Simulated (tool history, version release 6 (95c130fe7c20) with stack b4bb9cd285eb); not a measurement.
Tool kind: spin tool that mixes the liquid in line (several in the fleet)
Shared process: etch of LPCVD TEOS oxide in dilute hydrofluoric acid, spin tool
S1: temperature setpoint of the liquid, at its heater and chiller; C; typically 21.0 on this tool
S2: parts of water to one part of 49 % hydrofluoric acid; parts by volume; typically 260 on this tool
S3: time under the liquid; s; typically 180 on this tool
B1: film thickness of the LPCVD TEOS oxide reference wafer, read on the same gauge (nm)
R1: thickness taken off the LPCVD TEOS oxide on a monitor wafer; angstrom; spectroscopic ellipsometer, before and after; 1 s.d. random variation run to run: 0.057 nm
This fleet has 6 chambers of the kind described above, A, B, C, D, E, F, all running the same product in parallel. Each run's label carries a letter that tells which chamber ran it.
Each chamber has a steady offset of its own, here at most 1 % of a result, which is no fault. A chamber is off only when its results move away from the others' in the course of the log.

run     day    S1   S2   S3      B1       R1
 1F   0.529  21.0  260  180  149.99   87.518
 2B   0.904  21.0  260  180  149.97   87.891
      1.329  -- chamber C: hydrofluoric acid flow meter replaced
 3D   1.479  21.0  260  180  149.97   88.069
 4C   1.900  21.0  260  180  149.98   86.775
      2.342  -- chamber A: hydrofluoric acid flow meter replaced
 5A   2.433  21.0  260  180  149.93   87.111
 6E   2.733  21.0  260  180  150.03   87.398
      2.971  -- chamber B: thermometer replaced
 7D   3.233  21.0  260  180  150.03   87.496
 8A   3.621  21.0  260  180  150.02   88.171
 9F   3.967  17.5  320  180  150.00   59.275
10E   4.362  17.5  320  180  149.99   58.428
11B   4.746  17.5  320  180  150.03   58.929
      4.904  -- chamber B: hydrofluoric acid flow meter replaced
12C   5.225  17.5  320  180  149.99   59.301
13A   5.533  17.5  320  180  150.04   59.364
14C   5.929  17.5  320  180  150.02   58.540
15F   6.446  19.0  170  180  149.98  135.760
16D   6.850  19.0  170  180  150.04  135.840
17B   7.288  19.0  170  180  150.02  135.760
18E   7.708  19.0  170  180  150.00  137.360
19B   8.221  19.0  170  180  149.98  135.550
20C   8.558  19.0  170  180  149.95  136.260
21E   8.958  23.5  260  140  149.99   74.955
22D   9.362  23.5  260  140  150.04   75.938
23A   9.800  23.5  260  140  150.02   75.955
24F  10.288  23.5  260  140  150.02   75.110
25D  10.608  23.5  260  140  149.97   75.459
26E  11.008  23.5  260  140  150.06   73.748
27B  11.333  21.0  260  180  149.94   87.639
28A  11.671  21.0  260  180  150.01   88.010
29C  12.246  21.0  260  180  150.01   89.341
30F  12.733  21.0  260  180  150.00   88.245
31E  13.050  21.0  260  180  149.99   86.400
32C  13.396  21.0  260  180  150.04   89.936
33A  13.712  21.0  260  180  150.05   88.096
34D  14.271  21.0  260  180  149.97   88.073
35B  14.796  21.0  260  180  149.98   87.127
36F  15.375  21.0  260  255  149.96  124.290
37F  15.662  21.0  260  255  150.00  124.200
38C  16.038  21.0  260  255  150.01  127.050
39E  16.629  21.0  260  255  149.98  123.530
40A  16.950  21.0  260  255  150.02  124.360
41D  17.312  21.0  260  255  150.00  123.580

All chambers now run identical settings, listed one chamber a line with results as question marks. What results will each chamber show?
42A  17.762  21.0  260  275       ?
42B  17.762  21.0  260  275       ?
42C  17.762  21.0  260  275       ?
42D  17.762  21.0  260  275       ?
42E  17.762  21.0  260  275       ?
42F  17.762  21.0  260  275       ?

run       R1
42A  132.480
42B  133.980
42C  139.460
42D  133.500
42E  134.060
42F  134.730

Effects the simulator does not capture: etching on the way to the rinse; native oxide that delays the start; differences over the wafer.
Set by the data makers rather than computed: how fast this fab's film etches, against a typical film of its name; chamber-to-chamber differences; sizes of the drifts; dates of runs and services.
